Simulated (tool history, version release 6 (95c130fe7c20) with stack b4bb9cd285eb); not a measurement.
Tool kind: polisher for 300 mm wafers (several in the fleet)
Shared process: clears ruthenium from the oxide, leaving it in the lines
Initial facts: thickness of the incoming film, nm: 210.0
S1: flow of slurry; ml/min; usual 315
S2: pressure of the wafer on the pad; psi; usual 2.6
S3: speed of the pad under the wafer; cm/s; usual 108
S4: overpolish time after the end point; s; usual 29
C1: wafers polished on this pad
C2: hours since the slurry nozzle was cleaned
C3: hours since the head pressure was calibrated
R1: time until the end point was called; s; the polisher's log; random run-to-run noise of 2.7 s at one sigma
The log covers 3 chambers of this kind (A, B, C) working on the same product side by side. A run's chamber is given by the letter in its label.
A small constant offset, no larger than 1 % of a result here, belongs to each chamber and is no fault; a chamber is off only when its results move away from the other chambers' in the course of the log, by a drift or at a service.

run    day   S1   S2   S3  S4    C1     C2     C3      R1
     0.012  -- chamber B: slurry nozzle cleaned
     0.192  -- chamber C: worn pad replaced by a new one
 1B  0.292  315  2.6  108  29   553    6.7  218.4  157.92
 2A  0.629  315  2.6  108  29   173   61.6  527.9  160.67
 3C  0.879  315  2.6  108  29   130   65.3  400.8  160.04
 4B  1.104  315  2.6  108  29   707   26.2  237.9  156.02
 5A  1.412  315  2.6  108  29   322   80.4  546.7  162.26
 6C  1.650  315  2.6  108  29   277   83.8  419.3  158.94
 7A  1.833  220  1.8  108  29   401   90.5  556.8  238.31
     2.154  -- chamber A: head pressure recalibrated
 8C  2.188  220  1.8  108  29   378   96.7  432.2  236.34
 9B  2.379  220  1.8  108  29   948   56.8  268.5  230.73
10B  2.779  315  2.6  108  29  1024   66.4  278.1  160.85
11A  3.021  315  2.6  108  29   626  119.0   20.8  161.73
12C  3.421  315  2.6  108  29   612  126.3  461.8  156.34
13C  3.788  315  2.6  108  29   682  135.1  470.6  148.49
     4.096  -- chamber A: worn pad replaced by a new one
14A  4.167  315  2.6  122  29    14  146.5   48.3  138.80
15B  4.358  315  2.6  122  29  1324  104.3  316.0  144.82
16C  4.546  315  2.6  122  29   826  153.3  488.8  135.26
17B  4.879  315  2.6  108  29  1422  116.8  328.5  156.29
     5.042  -- chamber B: worn pad replaced by a new one
18A  5.250  315  2.6  108  29   219  172.5   74.3  161.83
19C  5.554  315  2.6  108  29  1017  177.5  513.0  145.76
20B  5.883  315  2.6  108  29   160  140.9  352.6  154.84
21A  6.238  255  3.0  108  29   406  196.2   98.0  140.51

The same settings go to every chamber for the next run, one line per chamber below. Forecast the results for each:
22A  6.525  315  2.6  128  29               ?
22B  6.525  315  2.6  128  29               ?
22C  6.525  315  2.6  128  29               ?

run      R1
22A  136.53
22B  135.36
22C  122.94

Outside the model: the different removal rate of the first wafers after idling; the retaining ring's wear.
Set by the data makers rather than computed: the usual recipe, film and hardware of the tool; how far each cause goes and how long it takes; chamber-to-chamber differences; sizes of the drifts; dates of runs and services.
